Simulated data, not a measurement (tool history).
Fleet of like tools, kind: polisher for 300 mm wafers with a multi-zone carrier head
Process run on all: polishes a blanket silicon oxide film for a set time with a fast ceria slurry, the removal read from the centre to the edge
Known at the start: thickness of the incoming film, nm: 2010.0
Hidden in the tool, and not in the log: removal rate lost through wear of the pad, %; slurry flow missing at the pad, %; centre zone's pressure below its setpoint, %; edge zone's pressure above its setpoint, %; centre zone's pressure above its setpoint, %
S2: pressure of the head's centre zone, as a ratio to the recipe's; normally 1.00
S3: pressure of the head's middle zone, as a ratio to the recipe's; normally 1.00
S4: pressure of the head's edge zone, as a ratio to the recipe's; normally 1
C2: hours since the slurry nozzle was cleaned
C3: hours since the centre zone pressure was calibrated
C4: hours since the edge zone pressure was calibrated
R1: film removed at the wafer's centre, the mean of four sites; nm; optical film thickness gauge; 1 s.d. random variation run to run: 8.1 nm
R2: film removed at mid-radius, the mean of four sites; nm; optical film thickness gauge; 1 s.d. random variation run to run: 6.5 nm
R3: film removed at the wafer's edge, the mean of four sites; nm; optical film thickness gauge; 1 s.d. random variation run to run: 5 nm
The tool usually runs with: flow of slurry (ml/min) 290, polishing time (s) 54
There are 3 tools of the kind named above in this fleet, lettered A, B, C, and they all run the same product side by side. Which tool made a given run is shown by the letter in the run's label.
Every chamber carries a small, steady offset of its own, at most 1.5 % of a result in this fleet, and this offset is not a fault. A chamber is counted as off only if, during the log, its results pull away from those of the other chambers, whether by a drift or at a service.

run 1B hour=3.5 | flow_of_slurry_(ml/min)=290 S2=1.00 S3=1.00 S4=1 polishing_time_(s)=54 | wafers_polished_on_this_pad=190 C2=439.2 C3=54.5 C4=507.6 | R1=677.51 R2=680.47 R3=679.53
run 2A hour=6.5 | flow_of_slurry_(ml/min)=290 S2=1.00 S3=1.00 S4=1 polishing_time_(s)=54 | wafers_polished_on_this_pad=286 C2=491.5 C3=725.6 C4=893.9 | R1=672.71 R2=675.75 R3=674.15
run 3C hour=10.8 | flow_of_slurry_(ml/min)=290 S2=1.00 S3=1.00 S4=1 polishing_time_(s)=54 | wafers_polished_on_this_pad=174 C2=240.6 C3=1055.3 C4=844.4 | R1=675.79 R2=672.15 R3=665.52
run 4B hour=15.8 | flow_of_slurry_(ml/min)=290 S2=1.00 S3=1.00 S4=1 polishing_time_(s)=54 | wafers_polished_on_this_pad=337 C2=451.5 C3=66.8 C4=519.9 | R1=677.25 R2=684.91 R3=676.54
run 5C hour=18.9 | flow_of_slurry_(ml/min)=290 S2=1.00 S3=1.00 S4=1 polishing_time_(s)=54 | wafers_polished_on_this_pad=271 C2=248.7 C3=1063.4 C4=852.5 | R1=673.40 R2=684.89 R3=668.30
run 6A hour=21.9 | flow_of_slurry_(ml/min)=290 S2=0.92 S3=1.00 S4=1 polishing_time_(s)=54 | wafers_polished_on_this_pad=470 C2=506.9 C3=741.0 C4=909.3 | R1=617.61 R2=679.25 R3=671.77
run 7A hour=27.2 | flow_of_slurry_(ml/min)=290 S2=0.92 S3=1.00 S4=1 polishing_time_(s)=54 | wafers_polished_on_this_pad=533 C2=512.2 C3=746.3 C4=914.6 | R1=618.10 R2=677.56 R3=688.23
run 8C hour=31.5 | flow_of_slurry_(ml/min)=290 S2=0.92 S3=1.00 S4=1 polishing_time_(s)=54 | wafers_polished_on_this_pad=422 C2=261.3 C3=1076.0 C4=865.1 | R1=615.42 R2=675.87 R3=662.74
-- hour=33.7 chamber A: slurry nozzle cleaned
run 9B hour=35.1 | flow_of_slurry_(ml/min)=290 S2=1.00 S3=1.00 S4=1 polishing_time_(s)=54 | wafers_polished_on_this_pad=568 C2=470.8 C3=86.1 C4=539.2 | R1=677.36 R2=681.73 R3=677.98
run 10B hour=41.4 | flow_of_slurry_(ml/min)=290 S2=1.00 S3=1.00 S4=1 polishing_time_(s)=54 | wafers_polished_on_this_pad=643 C2=477.1 C3=92.4 C4=545.5 | R1=677.45 R2=677.38 R3=676.17
-- hour=47.1 chamber C: worn pad replaced by a new one
-- hour=48.1 chamber B: edge zone pressure recalibrated
run 11C hour=48.1 | flow_of_slurry_(ml/min)=290 S2=1.00 S3=1.00 S4=1 polishing_time_(s)=54 | wafers_polished_on_this_pad=12 C2=277.9 C3=1092.6 C4=881.7 | R1=660.65 R2=681.56 R3=667.61
-- hour=51.3 chamber A: worn pad replaced by a new one
run 12A hour=52.0 | flow_of_slurry_(ml/min)=290 S2=1.00 S3=1.00 S4=1 polishing_time_(s)=54 | wafers_polished_on_this_pad=8 C2=18.3 C3=771.1 C4=939.4 | R1=669.89 R2=675.78 R3=673.37
run 13A hour=58.2 | flow_of_slurry_(ml/min)=290 S2=1.00 S3=1.00 S4=1 polishing_time_(s)=54 | wafers_polished_on_this_pad=82 C2=24.5 C3=777.3 C4=945.6 | R1=680.16 R2=683.60 R3=679.34
run 14C hour=64.1 | flow_of_slurry_(ml/min)=290 S2=1.00 S3=1.00 S4=1 polishing_time_(s)=54 | wafers_polished_on_this_pad=203 C2=293.9 C3=1108.6 C4=897.7 | R1=692.47 R2=664.92 R3=664.65
run 15B hour=67.6 | flow_of_slurry_(ml/min)=290 S2=1.00 S3=1.00 S4=1 polishing_time_(s)=54 | wafers_polished_on_this_pad=957 C2=503.3 C3=118.6 C4=19.6 | R1=667.37 R2=679.79 R3=684.02
run 16A hour=73.4 | flow_of_slurry_(ml/min)=290 S2=1.00 S3=1.00 S4=1 polishing_time_(s)=54 | wafers_polished_on_this_pad=264 C2=39.7 C3=792.5 C4=960.8 | R1=676.01 R2=680.06 R3=676.06
run 17C hour=78.4 | flow_of_slurry_(ml/min)=290 S2=1.00 S3=1.00 S4=1 polishing_time_(s)=54 | wafers_polished_on_this_pad=374 C2=308.2 C3=1122.9 C4=912.0 | R1=669.21 R2=676.05 R3=664.09
-- hour=81.9 chamber B: worn pad replaced by a new one
run 18B hour=83.7 | flow_of_slurry_(ml/min)=340 S2=1.00 S3=0.89 S4=1 polishing_time_(s)=54 | wafers_polished_on_this_pad=22 C2=519.4 C3=134.7 C4=35.7 | R1=679.98 R2=627.20 R3=691.17
run 19A hour=87.2 | flow_of_slurry_(ml/min)=340 S2=1.00 S3=0.89 S4=1 polishing_time_(s)=54 | wafers_polished_on_this_pad=429 C2=53.5 C3=806.3 C4=974.6 | R1=683.29 R2=618.73 R3=688.29
run 20B hour=90.8 | flow_of_slurry_(ml/min)=340 S2=1.00 S3=0.89 S4=1 polishing_time_(s)=54 | wafers_polished_on_this_pad=107 C2=526.5 C3=141.8 C4=42.8 | R1=688.48 R2=627.89 R3=684.62
-- hour=91.5 chamber C: worn pad replaced by a new one
-- hour=97.0 chamber C: slurry nozzle cleaned
run 21C hour=97.1 | flow_of_slurry_(ml/min)=250 S2=1.00 S3=1.00 S4=1 polishing_time_(s)=54 | wafers_polished_on_this_pad=67 C2=0.1 C3=1141.6 C4=930.7 | R1=661.27 R2=666.77 R3=662.46
run 22B hour=103.5 | flow_of_slurry_(ml/min)=250 S2=1.00 S3=1.00 S4=1 polishing_time_(s)=54 | wafers_polished_on_this_pad=259 C2=539.2 C3=154.5 C4=55.5 | R1=656.83 R2=676.78 R3=671.80
run 23A hour=109.4 | flow_of_slurry_(ml/min)=250 S2=1.00 S3=1.00 S4=1 polishing_time_(s)=54 | wafers_polished_on_this_pad=695 C2=75.7 C3=828.5 C4=996.8 | R1=670.59 R2=666.57 R3=672.79
run 24C hour=115.1 | flow_of_slurry_(ml/min)=290 S2=1.00 S3=1.00 S4=1 polishing_time_(s)=54 | wafers_polished_on_this_pad=282 C2=18.1 C3=1159.6 C4=948.7 | R1=680.91 R2=667.71 R3=656.64
run 25A hour=118.2 | flow_of_slurry_(ml/min)=290 S2=1.00 S3=1.00 S4=1 polishing_time_(s)=54 | wafers_polished_on_this_pad=800 C2=84.5 C3=837.3 C4=1005.6 | R1=680.83 R2=690.06 R3=676.59
-- hour=118.4 chamber A: worn pad replaced by a new one
run 26C hour=122.4 | flow_of_slurry_(ml/min)=290 S2=1.00 S3=1.00 S4=1 polishing_time_(s)=54 | wafers_polished_on_this_pad=369 C2=25.4 C3=1166.9 C4=956.0 | R1=675.69 R2=675.92 R3=658.06
run 27B hour=127.9 | flow_of_slurry_(ml/min)=290 S2=1.00 S3=1.00 S4=1 polishing_time_(s)=54 | wafers_polished_on_this_pad=551 C2=563.6 C3=178.9 C4=79.9 | R1=668.97 R2=678.98 R3=679.27
run 28C hour=131.7 | flow_of_slurry_(ml/min)=290 S2=1.00 S3=1.00 S4=1 polishing_time_(s)=54 | wafers_polished_on_this_pad=481 C2=34.7 C3=1176.2 C4=965.3 | R1=677.09 R2=685.90 R3=666.77
run 29A hour=135.1 | flow_of_slurry_(ml/min)=290 S2=1.00 S3=1.00 S4=1 polishing_time_(s)=54 | wafers_polished_on_this_pad=200 C2=101.4 C3=854.2 C4=1022.5 | R1=666.75 R2=679.98 R3=678.72
-- hour=136.0 chamber C: worn pad replaced by a new one
run 30B hour=140.5 | flow_of_slurry_(ml/min)=290 S2=1.00 S3=1.00 S4=1 polishing_time_(s)=54 | wafers_polished_on_this_pad=702 C2=576.2 C3=191.5 C4=92.5 | R1=679.54 R2=686.66 R3=679.63
run 31C hour=144.7 | flow_of_slurry_(ml/min)=290 S2=1.00 S3=1.00 S4=1 polishing_time_(s)=54 | wafers_polished_on_this_pad=104 C2=47.7 C3=1189.2 C4=978.3 | R1=680.58 R2=684.70 R3=668.44
run 32A hour=150.5 | flow_of_slurry_(ml/min)=290 S2=1.00 S3=1.00 S4=1 polishing_time_(s)=54 | wafers_polished_on_this_pad=384 C2=116.8 C3=869.6 C4=1037.9 | R1=682.05 R2=679.98 R3=676.62

Read the log: is a single chamber off, either drifting away or since a service, is the gauge that measures every chamber drifting, or is nothing wrong beyond small per-chamber offsets? Name any odd chamber and what most likely caused it.

No chamber stands off beyond its own small offset, and the gauge holds steady.

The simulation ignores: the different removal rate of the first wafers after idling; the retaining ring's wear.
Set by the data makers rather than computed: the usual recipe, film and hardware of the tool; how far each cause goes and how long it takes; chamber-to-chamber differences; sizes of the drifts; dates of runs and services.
